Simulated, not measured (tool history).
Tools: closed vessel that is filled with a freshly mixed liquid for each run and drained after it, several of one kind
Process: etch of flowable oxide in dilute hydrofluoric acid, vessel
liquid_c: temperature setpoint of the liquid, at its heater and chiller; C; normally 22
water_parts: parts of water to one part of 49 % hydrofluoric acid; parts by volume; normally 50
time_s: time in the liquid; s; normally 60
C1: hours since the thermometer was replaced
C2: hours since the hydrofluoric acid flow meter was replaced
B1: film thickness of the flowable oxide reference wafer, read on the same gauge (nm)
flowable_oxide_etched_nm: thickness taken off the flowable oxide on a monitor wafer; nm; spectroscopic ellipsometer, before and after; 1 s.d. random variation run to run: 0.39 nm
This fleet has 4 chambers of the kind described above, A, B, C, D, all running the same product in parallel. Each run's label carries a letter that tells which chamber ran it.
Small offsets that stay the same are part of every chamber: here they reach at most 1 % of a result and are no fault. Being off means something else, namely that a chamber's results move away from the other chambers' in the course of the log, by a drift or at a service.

run 1D hour=9.5 | liquid_c=22 water_parts=50 time_s=60 | C1=1077.6 C2=574.1 | B1=109.98 | flowable_oxide_etched_nm=43.289
run 2A hour=20.4 | liquid_c=22 water_parts=50 time_s=60 | C1=205.2 C2=503.6 | B1=109.99 | flowable_oxide_etched_nm=43.261
run 3C hour=26.2 | liquid_c=22 water_parts=50 time_s=60 | C1=1722.4 C2=47.4 | B1=110.01 | flowable_oxide_etched_nm=42.352
run 4B hour=37.1 | liquid_c=22 water_parts=50 time_s=60 | C1=603.7 C2=2025.6 | B1=110 | flowable_oxide_etched_nm=43.327
run 5D hour=47.9 | liquid_c=22 water_parts=50 time_s=60 | C1=1116 C2=612.5 | B1=110.01 | flowable_oxide_etched_nm=42.522
run 6B hour=56.2 | liquid_c=22 water_parts=35 time_s=80 | C1=622.8 C2=2044.7 | B1=109.99 | flowable_oxide_etched_nm=82.963
run 7C hour=66 | liquid_c=22 water_parts=35 time_s=80 | C1=1762.2 C2=87.2 | B1=110 | flowable_oxide_etched_nm=83.148
run 8A hour=72.1 | liquid_c=22 water_parts=35 time_s=80 | C1=256.9 C2=555.3 | B1=109.99 | flowable_oxide_etched_nm=83.343
-- hour=81.8 chamber B: hydrofluoric acid flow meter replaced
run 9C hour=82.8 | liquid_c=22 water_parts=35 time_s=80 | C1=1779 C2=104 | B1=110.02 | flowable_oxide_etched_nm=82.921
run 10A hour=89.7 | liquid_c=24.5 water_parts=65 time_s=60 | C1=274.5 C2=572.9 | B1=110 | flowable_oxide_etched_nm=35.808
run 11D hour=96.9 | liquid_c=24.5 water_parts=65 time_s=60 | C1=1165 C2=661.5 | B1=110 | flowable_oxide_etched_nm=35.999
run 12B hour=103.3 | liquid_c=24.5 water_parts=65 time_s=60 | C1=669.9 C2=21.5 | B1=109.98 | flowable_oxide_etched_nm=35.936
run 13A hour=111.8 | liquid_c=24.5 water_parts=65 time_s=60 | C1=296.6 C2=595 | B1=109.99 | flowable_oxide_etched_nm=35.72
run 14C hour=119.7 | liquid_c=22 water_parts=50 time_s=60 | C1=1815.9 C2=140.9 | B1=110.02 | flowable_oxide_etched_nm=42.221
run 15B hour=128 | liquid_c=22 water_parts=50 time_s=60 | C1=694.6 C2=46.2 | B1=110.03 | flowable_oxide_etched_nm=42.679
run 16D hour=134.7 | liquid_c=22 water_parts=50 time_s=60 | C1=1202.8 C2=699.3 | B1=110.02 | flowable_oxide_etched_nm=42.988
run 17C hour=144.6 | liquid_c=22 water_parts=50 time_s=60 | C1=1840.8 C2=165.8 | B1=110.02 | flowable_oxide_etched_nm=42.13
run 18A hour=156.4 | liquid_c=19 water_parts=50 time_s=50 | C1=341.2 C2=639.6 | B1=110.01 | flowable_oxide_etched_nm=30.198
run 19B hour=166.7 | liquid_c=19 water_parts=50 time_s=50 | C1=733.3 C2=84.9 | B1=110.03 | flowable_oxide_etched_nm=32.018
run 20D hour=173 | liquid_c=19 water_parts=50 time_s=50 | C1=1241.1 C2=737.6 | B1=110.01 | flowable_oxide_etched_nm=30.982
run 21C hour=183.4 | liquid_c=19 water_parts=50 time_s=50 | C1=1879.6 C2=204.6 | B1=110.04 | flowable_oxide_etched_nm=31.034
run 22A hour=193.7 | liquid_c=22 water_parts=50 time_s=60 | C1=378.5 C2=676.9 | B1=109.98 | flowable_oxide_etched_nm=40.325
run 23D hour=201.1 | liquid_c=22 water_parts=50 time_s=60 | C1=1269.2 C2=765.7 | B1=110 | flowable_oxide_etched_nm=43.434
run 24B hour=206.6 | liquid_c=22 water_parts=50 time_s=60 | C1=773.2 C2=124.8 | B1=110.02 | flowable_oxide_etched_nm=42.453
run 25D hour=214.4 | liquid_c=22 water_parts=50 time_s=60 | C1=1282.5 C2=779 | B1=110 | flowable_oxide_etched_nm=43.122

All chambers now run identical settings, listed one chamber a line with results as question marks. What results will each chamber show?
run 26A hour=222.9 | liquid_c=22 water_parts=50 time_s=60 | flowable_oxide_etched_nm=?
run 26B hour=222.9 | liquid_c=22 water_parts=50 time_s=60 | flowable_oxide_etched_nm=?
run 26C hour=222.9 | liquid_c=22 water_parts=50 time_s=60 | flowable_oxide_etched_nm=?
run 26D hour=222.9 | liquid_c=22 water_parts=50 time_s=60 | flowable_oxide_etched_nm=?

run=26A flowable_oxide_etched_nm=39.126
run=26B flowable_oxide_etched_nm=42.875
run=26C flowable_oxide_etched_nm=42.781
run=26D flowable_oxide_etched_nm=43.299
